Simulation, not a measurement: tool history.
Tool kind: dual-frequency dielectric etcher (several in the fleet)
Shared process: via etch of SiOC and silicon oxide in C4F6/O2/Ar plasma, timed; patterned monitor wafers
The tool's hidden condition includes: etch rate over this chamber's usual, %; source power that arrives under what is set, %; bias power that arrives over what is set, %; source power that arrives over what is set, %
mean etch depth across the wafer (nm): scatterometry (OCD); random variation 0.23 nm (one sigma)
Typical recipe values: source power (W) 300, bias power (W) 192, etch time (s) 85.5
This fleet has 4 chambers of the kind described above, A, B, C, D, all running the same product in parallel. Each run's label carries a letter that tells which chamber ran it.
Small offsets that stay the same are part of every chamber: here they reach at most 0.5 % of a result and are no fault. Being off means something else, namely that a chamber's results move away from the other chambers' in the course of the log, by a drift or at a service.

run,hour,source power (W),bias power (W),etch time (s),hours since the last wet clean,hours since the last source power generator calibration,hours since the last bias power generator calibration,"read-back reference wafer on the same gauge, depth_nm",mean etch depth across the wafer (nm)
1C,3.4,300,192,85.5,190.4,1563.5,1208.2,73.389,88.089
2A,7.8,300,192,85.5,323.7,1817.8,2474.0,73.437,88.747
3D,9.7,300,192,85.5,99.9,1465.1,509.6,73.419,88.304
4B,13.9,300,192,85.5,394.3,4206.6,272.8,73.379,87.844
5D,18.0,300,192,85.5,108.2,1473.4,517.9,73.374,88.152
6A,21.8,300,192,85.5,337.7,1831.8,2488.0,73.374,88.736
7C,25.5,300,192,85.5,212.5,1585.6,1230.3,73.397,88.469
8B,29.0,300,192,85.5,409.4,4221.7,287.9,73.362,87.476
9C,31.1,300,192,85.5,218.1,1591.2,1235.9,73.437,88.120
10B,35.6,300,192,85.5,416.0,4228.3,294.5,73.401,87.732
11D,39.4,300,192,85.5,129.6,1494.8,539.3,73.379,87.881
12A,42.0,300,192,85.5,357.9,1852.0,2508.2,73.462,88.690
13B,44.6,300,192,85.5,425.0,4237.3,303.5,73.384,88.168
14A,46.7,300,192,85.5,362.6,1856.7,2512.9,73.375,88.599
15C,49.8,300,192,85.5,236.8,1609.9,1254.6,73.424,88.110
16D,52.9,300,192,72.0,143.1,1508.3,552.8,73.390,74.397
17C,55.5,300,192,72.0,242.5,1615.6,1260.3,73.449,74.396
18D,58.8,300,192,72.0,149.0,1514.2,558.7,73.449,74.443
19A,61.2,300,192,72.0,377.1,1871.2,2527.4,73.421,74.819
20B,64.9,300,192,85.5,445.3,4257.6,323.8,73.358,88.030
21A,67.2,370,192,65.0,383.1,1877.2,2533.4,73.421,73.005
22C,71.0,370,192,65.0,258.0,1631.1,1275.8,73.353,73.225
23B,73.5,370,192,65.0,453.9,4266.2,332.4,73.408,72.973
24D,77.6,370,192,65.0,167.8,1533.0,577.5,73.349,73.025
25A,79.9,300,192,85.5,395.8,1889.9,2546.1,73.374,88.706
26C,83.1,300,192,85.5,270.1,1643.2,1287.9,73.474,88.938
27D,85.7,300,192,85.5,175.9,1541.1,585.6,73.347,88.206
28B,89.0,300,192,85.5,469.4,4281.7,347.9,73.408,87.899
29D,91.2,300,192,85.5,181.4,1546.6,591.1,73.373,88.215
30A,94.2,300,192,85.5,410.1,1904.2,2560.4,73.378,88.272
31B,97.2,300,192,85.5,477.6,4289.9,356.1,73.410,87.801
32C,100.4,300,149,70.0,287.4,1660.5,1305.2,73.413,67.566
33A,102.4,300,149,70.0,418.3,1912.4,2568.6,73.405,66.909
34D,105.3,300,149,70.0,195.5,1560.7,605.2,73.412,66.701
35C,109.4,300,149,70.0,296.4,1669.5,1314.2,73.358,67.965
36B,112.8,350,192,100.5,493.2,4305.5,371.7,73.428,109.680
37B,116.8,350,192,100.5,497.2,4309.5,375.7,73.402,109.840
38D,121.0,350,192,100.5,211.2,1576.4,620.9,73.405,110.140
39C,123.6,350,192,100.5,310.6,1683.7,1328.4,73.433,112.320
40A,125.6,300,192,85.5,441.5,1935.6,2591.8,73.350,88.588
41D,128.6,300,192,103.5,218.8,1584.0,628.5,73.466,106.380
42C,132.5,300,192,103.5,319.5,1692.6,1337.3,73.452,110.060

The same settings go to every chamber for the next run, one line per chamber below. Forecast the results for each:
43A,135.6,270,192,85.5,,,,,?
43B,135.6,270,192,85.5,,,,,?
43C,135.6,270,192,85.5,,,,,?
43D,135.6,270,192,85.5,,,,,?

run,mean etch depth across the wafer (nm)
43A,85.274
43B,84.626
43C,87.449
43D,84.863

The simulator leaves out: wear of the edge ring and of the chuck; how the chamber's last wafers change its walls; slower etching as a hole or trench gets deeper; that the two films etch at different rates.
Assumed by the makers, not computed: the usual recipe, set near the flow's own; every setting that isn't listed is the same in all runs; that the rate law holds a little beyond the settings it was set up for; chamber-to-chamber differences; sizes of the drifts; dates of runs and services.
